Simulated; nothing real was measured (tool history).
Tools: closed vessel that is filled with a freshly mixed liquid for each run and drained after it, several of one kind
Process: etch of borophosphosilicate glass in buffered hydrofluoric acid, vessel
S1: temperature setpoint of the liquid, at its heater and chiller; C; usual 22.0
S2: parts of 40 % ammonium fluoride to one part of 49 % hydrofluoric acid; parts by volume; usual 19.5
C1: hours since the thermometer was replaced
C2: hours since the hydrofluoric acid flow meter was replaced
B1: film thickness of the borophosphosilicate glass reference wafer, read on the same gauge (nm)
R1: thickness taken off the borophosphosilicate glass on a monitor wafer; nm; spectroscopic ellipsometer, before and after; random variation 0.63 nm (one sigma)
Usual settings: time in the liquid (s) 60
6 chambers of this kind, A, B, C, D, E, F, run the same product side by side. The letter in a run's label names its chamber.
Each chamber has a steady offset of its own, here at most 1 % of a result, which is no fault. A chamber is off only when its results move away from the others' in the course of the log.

Run 1B, hour 5.8: usual settings; C1 1169.5; C2 1372.4; B1 70.008. Result: R1 64.260 nm.
Run 2F, hour 11.4: usual settings; C1 2724.1; C2 296.3; B1 69.980. Result: R1 65.450 nm.
Run 3D, hour 21.1: usual settings; C1 367.7; C2 242.5; B1 70.025. Result: R1 63.648 nm.
Run 4C, hour 30.8: usual settings; C1 1057.4; C2 555.5; B1 70.033. Result: R1 64.189 nm.
Run 5A, hour 41.2: usual settings; C1 2437.3; C2 963.0; B1 70.039. Result: R1 64.607 nm.
Run 6E, hour 47.9: usual settings; C1 527.8; C2 733.6; B1 69.979. Result: R1 63.933 nm.
Run 7A, hour 53.7: usual settings; C1 2449.8; C2 975.5; B1 70.033. Result: R1 64.259 nm.
Run 8B, hour 63.9: usual settings; C1 1227.6; C2 1430.5; B1 70.008. Result: R1 65.021 nm.
Run 9D, hour 71.6: usual settings; C1 418.2; C2 293.0; B1 70.001. Result: R1 64.498 nm.
Run 10C, hour 82.0: usual settings but S1 17.5 C, S2 22.0 parts by volume; C1 1108.6; C2 606.7; B1 69.988. Result: R1 45.937 nm.
Run 11F, hour 88.3: usual settings but S1 17.5 C, S2 22.0 parts by volume; C1 2801.0; C2 373.2; B1 69.968. Result: R1 45.306 nm.
Run 12E, hour 96.0: usual settings but S1 17.5 C, S2 22.0 parts by volume; C1 575.9; C2 781.7; B1 70.026. Result: R1 45.839 nm.
Run 13E, hour 105.6: usual settings but S1 17.5 C, S2 22.0 parts by volume; C1 585.5; C2 791.3; B1 69.973. Result: R1 45.551 nm.
Run 14D, hour 115.1: usual settings but S1 17.5 C, S2 22.0 parts by volume; C1 461.7; C2 336.5; B1 69.991. Result: R1 45.732 nm.
Run 15A, hour 119.7: usual settings but S1 17.5 C, S2 22.0 parts by volume; C1 2515.8; C2 1041.5; B1 69.994. Result: R1 45.865 nm.
Run 16F, hour 129.8: usual settings but S1 17.0 C, S2 15.5 parts by volume; C1 2842.5; C2 414.7; B1 70.042. Result: R1 61.942 nm.
Run 17C, hour 139.1: usual settings but S1 17.0 C, S2 15.5 parts by volume; C1 1165.7; C2 663.8; B1 70.015. Result: R1 61.607 nm.
Run 18B, hour 148.1: usual settings but S1 17.0 C, S2 15.5 parts by volume; C1 1311.8; C2 1514.7; B1 69.984. Result: R1 60.455 nm.
At hour 149.9: chamber F: thermometer replaced.
Run 19C, hour 155.7: usual settings but S1 17.0 C, S2 15.5 parts by volume; C1 1182.3; C2 680.4; B1 70.002. Result: R1 62.048 nm.
Run 20D, hour 161.8: usual settings but S1 17.0 C, S2 15.5 parts by volume; C1 508.4; C2 383.2; B1 69.975. Result: R1 62.041 nm.
Run 21F, hour 169.7: usual settings but S1 17.0 C, S2 15.5 parts by volume; C1 19.9; C2 454.6; B1 70.007. Result: R1 61.904 nm.
Run 22A, hour 176.7: usual settings but S1 26.5 C, time in the liquid (s) 40; C1 2572.8; C2 1098.5; B1 69.992. Result: R1 54.569 nm.
Run 23E, hour 182.9: usual settings but S1 26.5 C, time in the liquid (s) 40; C1 662.8; C2 868.6; B1 69.980. Result: R1 54.667 nm.
Run 24B, hour 188.1: usual settings but S1 26.5 C, time in the liquid (s) 40; C1 1351.8; C2 1554.7; B1 69.997. Result: R1 54.783 nm.
Run 25B, hour 194.7: usual settings but S1 26.5 C, time in the liquid (s) 40; C1 1358.4; C2 1561.3; B1 70.028. Result: R1 55.613 nm.
Run 26D, hour 200.1: usual settings but S1 26.5 C, time in the liquid (s) 40; C1 546.7; C2 421.5; B1 70.026. Result: R1 53.712 nm.
Run 27C, hour 208.2: usual settings but S1 26.5 C, time in the liquid (s) 40; C1 1234.8; C2 732.9; B1 69.995. Result: R1 54.467 nm.
Run 28F, hour 213.1: usual settings but S1 17.0 C; C1 63.3; C2 498.0; B1 70.045. Result: R1 47.829 nm.
Run 29E, hour 219.7: usual settings but S1 17.0 C; C1 699.6; C2 905.4; B1 70.008. Result: R1 48.188 nm.
Run 30A, hour 227.7: usual settings but S1 17.0 C; C1 2623.8; C2 1149.5; B1 69.964. Result: R1 48.027 nm.
Run 31C, hour 233.0: usual settings but S1 17.0 C; C1 1259.6; C2 757.7; B1 70.018. Result: R1 49.307 nm.
Run 32B, hour 240.3: usual settings but S1 17.0 C; C1 1404.0; C2 1606.9; B1 70.011. Result: R1 48.059 nm.
Run 33D, hour 245.4: usual settings but S1 17.0 C; C1 592.0; C2 466.8; B1 70.008. Result: R1 47.958 nm.
Run 34E, hour 253.6: usual settings but S1 24.5 C, S2 16.0 parts by volume; C1 733.5; C2 939.3; B1 70.015. Result: R1 88.833 nm.
Run 35F, hour 260.6: usual settings but S1 24.5 C, S2 16.0 parts by volume; C1 110.8; C2 545.5; B1 70.006. Result: R1 89.705 nm.
Run 36A, hour 271.0: usual settings but S1 24.5 C, S2 16.0 parts by volume; C1 2667.1; C2 1192.8; B1 69.980. Result: R1 89.827 nm.
Run 37E, hour 275.9: usual settings but S1 24.5 C, S2 16.0 parts by volume; C1 755.8; C2 961.6; B1 70.071. Result: R1 89.417 nm.
At hour 278.3: chamber D: thermometer replaced.
Run 38A, hour 286.3: usual settings but S1 24.5 C, S2 16.0 parts by volume; C1 2682.4; C2 1208.1; B1 69.990. Result: R1 88.983 nm.
Run 39D, hour 293.4: usual settings but S1 24.5 C, S2 16.0 parts by volume; C1 15.2; C2 514.8; B1 69.996. Result: R1 88.592 nm.
Run 40B, hour 303.8: usual settings but S2 25.0 parts by volume; C1 1467.5; C2 1670.4; B1 70.011. Result: R1 53.588 nm.
Run 41C, hour 309.6: usual settings but S2 25.0 parts by volume; C1 1336.2; C2 834.3; B1 70.001. Result: R1 53.647 nm.
Run 42F, hour 316.4: usual settings but S2 25.0 parts by volume; C1 166.6; C2 601.3; B1 70.001. Result: R1 53.146 nm.

All 6 chambers run these settings next. Forecast each chamber's results:
Run 43A, hour 323.9: usual settings but S1 25.5 C. Result: R1 ?.
Run 43B, hour 323.9: usual settings but S1 25.5 C. Result: R1 ?.
Run 43C, hour 323.9: usual settings but S1 25.5 C. Result: R1 ?.
Run 43D, hour 323.9: usual settings but S1 25.5 C. Result: R1 ?.
Run 43E, hour 323.9: usual settings but S1 25.5 C. Result: R1 ?.
Run 43F, hour 323.9: usual settings but S1 25.5 C. Result: R1 ?.

run      R1
43A  78.510
43B  78.166
43C  78.279
43D  77.093
43E  77.720
43F  77.303

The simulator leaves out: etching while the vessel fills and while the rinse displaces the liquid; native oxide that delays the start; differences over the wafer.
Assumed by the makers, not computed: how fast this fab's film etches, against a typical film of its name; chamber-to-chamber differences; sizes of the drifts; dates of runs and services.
